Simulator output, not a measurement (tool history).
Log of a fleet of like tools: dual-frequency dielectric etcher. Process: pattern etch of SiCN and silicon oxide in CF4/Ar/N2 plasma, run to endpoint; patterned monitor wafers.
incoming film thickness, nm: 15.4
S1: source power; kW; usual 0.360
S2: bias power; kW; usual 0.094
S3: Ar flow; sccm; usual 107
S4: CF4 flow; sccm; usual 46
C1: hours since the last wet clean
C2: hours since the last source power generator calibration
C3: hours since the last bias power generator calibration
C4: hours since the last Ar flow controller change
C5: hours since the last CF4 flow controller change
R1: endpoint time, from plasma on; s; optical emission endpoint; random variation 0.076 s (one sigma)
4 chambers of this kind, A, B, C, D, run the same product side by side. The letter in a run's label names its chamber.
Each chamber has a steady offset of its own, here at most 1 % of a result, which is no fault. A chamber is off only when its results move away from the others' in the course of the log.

run   hour     S1     S2   S3  S4     C1      C2      C3      C4      C5      R1
 1D   12.3  0.360  0.094  107  46  514.2   609.3   180.0  1013.1   371.5  21.153
      13.0  -- chamber A: wet clean of the chamber
 2A   24.6  0.360  0.094  107  46   11.6  3424.0  3834.3  3882.2  4924.7  21.192
 3B   35.1  0.360  0.094  107  46  294.0  3489.8  1549.5  2251.2  3196.8  21.314
      41.7  -- chamber A: bias power generator calibrated
      48.0  -- chamber D: wet clean of the chamber
 4C   51.6  0.360  0.094  107  46  392.7  1706.9  1243.4   150.0  2295.9  21.116
      58.6  -- chamber C: wet clean of the chamber
 5B   66.5  0.360  0.094  107  46  325.4  3521.2  1580.9  2282.6  3228.2  21.395
 6A   75.6  0.360  0.094  107  46   62.6  3475.0    34.0  3933.2  4975.7  21.077
 7D   83.9  0.360  0.094  107  46   35.9   680.9   251.6  1084.7   443.1  21.262
 8C   97.2  0.360  0.094  107  46   38.7  1752.5  1289.0   195.6  2341.5  21.138
 9B  104.5  0.360  0.094  107  46  363.4  3559.2  1618.9  2320.6  3266.2  21.429
10A  119.8  0.360  0.094  107  46  106.8  3519.2    78.2  3977.4  5019.9  21.175
11C  129.8  0.360  0.094  107  46   71.3  1785.1  1321.6   228.2  2374.1  21.268
12D  142.3  0.360  0.094  107  46   94.3   739.3   310.0  1143.1   501.5  21.204
13A  150.3  0.360  0.094   82  46  137.3  3549.7   108.7  4007.9  5050.4  20.224
14B  166.7  0.360  0.094   82  46  425.6  3621.4  1681.1  2382.8  3328.4  20.590
     169.7  -- chamber B: source power generator calibrated
15C  176.2  0.360  0.094   82  46  117.7  1831.5  1368.0   274.6  2420.5  20.577
16D  186.7  0.360  0.094   82  46  138.7   783.7   354.4  1187.5   545.9  20.410
17D  198.0  0.360  0.094  107  46  150.0   795.0   365.7  1198.8   557.2  21.282
18C  210.4  0.360  0.094  107  46  151.9  1865.7  1402.2   308.8  2454.7  21.450
19A  225.3  0.360  0.094  107  46  212.3  3624.7   183.7  4082.9  5125.4  21.042
20B  237.0  0.360  0.094  107  46  495.9    67.3  1751.4  2453.1  3398.7  22.091
21B  253.5  0.360  0.094  107  46  512.4    83.8  1767.9  2469.6  3415.2  22.219
22A  267.7  0.360  0.094  107  46  254.7  3667.1   226.1  4125.3  5167.8  21.061
23C  276.0  0.360  0.094  107  46  217.5  1931.3  1467.8   374.4  2520.3  21.245
24D  292.1  0.360  0.094  107  46  244.1   889.1   459.8  1292.9   651.3  21.122
25D  306.1  0.360  0.094  107  46  258.1   903.1   473.8  1306.9   665.3  21.314
26B  317.3  0.360  0.094  107  46  576.2   147.6  1831.7  2533.4  3479.0  22.118
27C  328.6  0.360  0.094  107  35  270.1  1983.9  1520.4   427.0  2572.9  22.295
     332.9  -- chamber A: CF4 flow controller replaced
     334.7  -- chamber A: wet clean of the chamber
28A  344.7  0.360  0.094  107  35   10.0  3744.1   303.1  4202.3    11.8  22.009

Is one chamber off against the others, does the gauge drift, or is nothing wrong? If a chamber is off, say which, and what the likeliest cause is.

A service left chamber B off against the others.
Cause: source power that arrives under what is set, % = 4.26.

Here are 4 candidates for chamber B's next run, each the usual settings with a change, their results left as question marks. Which one brings its results back in line with what the others give on the usual settings?
In line means no further than this from the other chambers' mean on the usual settings: R1 0.270 s
29B-1  356.5  0.380  0.094  106  46                       ?
29B-2  356.5  0.390  0.094  107  47                       ?
29B-3  356.5  0.340  0.091  108  45                       ?
29B-4  356.5  0.360  0.094  107  35                       ?

The other chambers' mean on the usual settings: R1 21.196 s
  run      R1
29B-1  21.100
29B-2  20.601
29B-3  23.623
29B-4  23.017
29B-1 brings the chamber back in line.
